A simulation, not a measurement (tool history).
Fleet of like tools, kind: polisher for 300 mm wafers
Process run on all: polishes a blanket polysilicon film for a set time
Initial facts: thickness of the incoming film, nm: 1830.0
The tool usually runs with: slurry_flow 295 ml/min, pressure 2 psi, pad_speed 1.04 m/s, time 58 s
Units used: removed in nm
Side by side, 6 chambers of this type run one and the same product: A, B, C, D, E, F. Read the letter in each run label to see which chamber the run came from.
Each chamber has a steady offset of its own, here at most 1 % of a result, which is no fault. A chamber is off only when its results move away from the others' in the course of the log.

run	hour	slurry_flow	pressure	pad_speed	time	removed
1A	4.8	295	2	1.04	58	340.46
# hour 5.9: chamber F: worn pad replaced by a new one
2B	8.4	295	2	1.04	58	343.11
3F	11.8	295	2	1.04	58	336.97
4D	17.0	295	2	1.04	58	343.23
5C	20.4	295	2	1.04	58	341.56
6E	25.6	295	2	1.04	58	349.38
# hour 25.7: chamber D: head pressure recalibrated
# hour 26.0: chamber D: worn pad replaced by a new one
7F	31.1	295	2	1.04	58	334.33
8C	35.8	295	2	1.04	58	346.08
# hour 38.3: chamber E: worn pad replaced by a new one
9D	40.7	295	2	1.04	58	341.93
# hour 45.0: chamber C: worn pad replaced by a new one
10B	46.3	295	2	1.04	48	284.59
11A	51.9	295	2	1.04	48	276.39
# hour 53.3: chamber F: slurry nozzle cleaned
12E	57.5	295	2	1.04	48	283.28
# hour 61.3: chamber A: slurry nozzle cleaned
# hour 62.0: chamber B: worn pad replaced by a new one
13D	62.3	295	2	1.04	48	284.44
# hour 66.2: chamber A: worn pad replaced by a new one
14A	68.3	295	2	1.04	48	285.84
15E	71.8	295	2	1.04	48	282.75
16C	75.3	295	2	1.04	58	353.32
17B	79.7	295	2	1.04	58	342.91
18F	84.8	295	2	1.04	58	341.35
19B	91.6	295	2	1.04	58	343.35
# hour 93.6: chamber B: head pressure recalibrated
20E	95.3	295	2	1.04	58	341.67
21F	102.3	295	2	1.04	58	340.37
# hour 105.1: chamber F: worn pad replaced by a new one
22A	108.8	295	2	1.04	58	342.71
23D	115.0	295	2	1.04	58	349.63
24C	119.9	295	2	1.04	58	363.71
25B	126.5	295	2	1.04	58	336.27
# hour 129.7: chamber D: worn pad replaced by a new one
26C	133.4	295	2	1.04	58	370.41
27A	139.9	295	2	1.04	58	339.74
28D	144.0	295	2	0.74	58	244.40
29F	149.4	295	2	0.74	58	244.81
30E	153.7	295	2	0.74	58	242.58
31B	157.1	295	2	0.74	58	245.46
# hour 158.5: chamber A: worn pad replaced by a new one
32C	163.1	295	2	0.74	58	265.05
33D	167.3	295	2	0.74	58	244.08
# hour 171.4: chamber B: worn pad replaced by a new one
34E	173.3	295	2	1.04	58	336.22
35A	176.8	295	2	1.04	58	339.96
36F	181.5	295	2	1.04	58	347.72
37A	184.8	295	2	1.04	58	342.58
38C	190.7	295	2	1.04	58	379.11
39D	197.2	265	2	1.04	58	338.72
40B	201.0	265	2	1.04	58	339.51

All 6 chambers run these settings next. Forecast each chamber's results:
41A	206.1	295	2	1.04	58	?
41B	206.1	295	2	1.04	58	?
41C	206.1	295	2	1.04	58	?
41D	206.1	295	2	1.04	58	?
41E	206.1	295	2	1.04	58	?
41F	206.1	295	2	1.04	58	?

run	removed
41A	343.91
41B	337.37
41C	387.00
41D	342.58
41E	338.14
41F	341.07
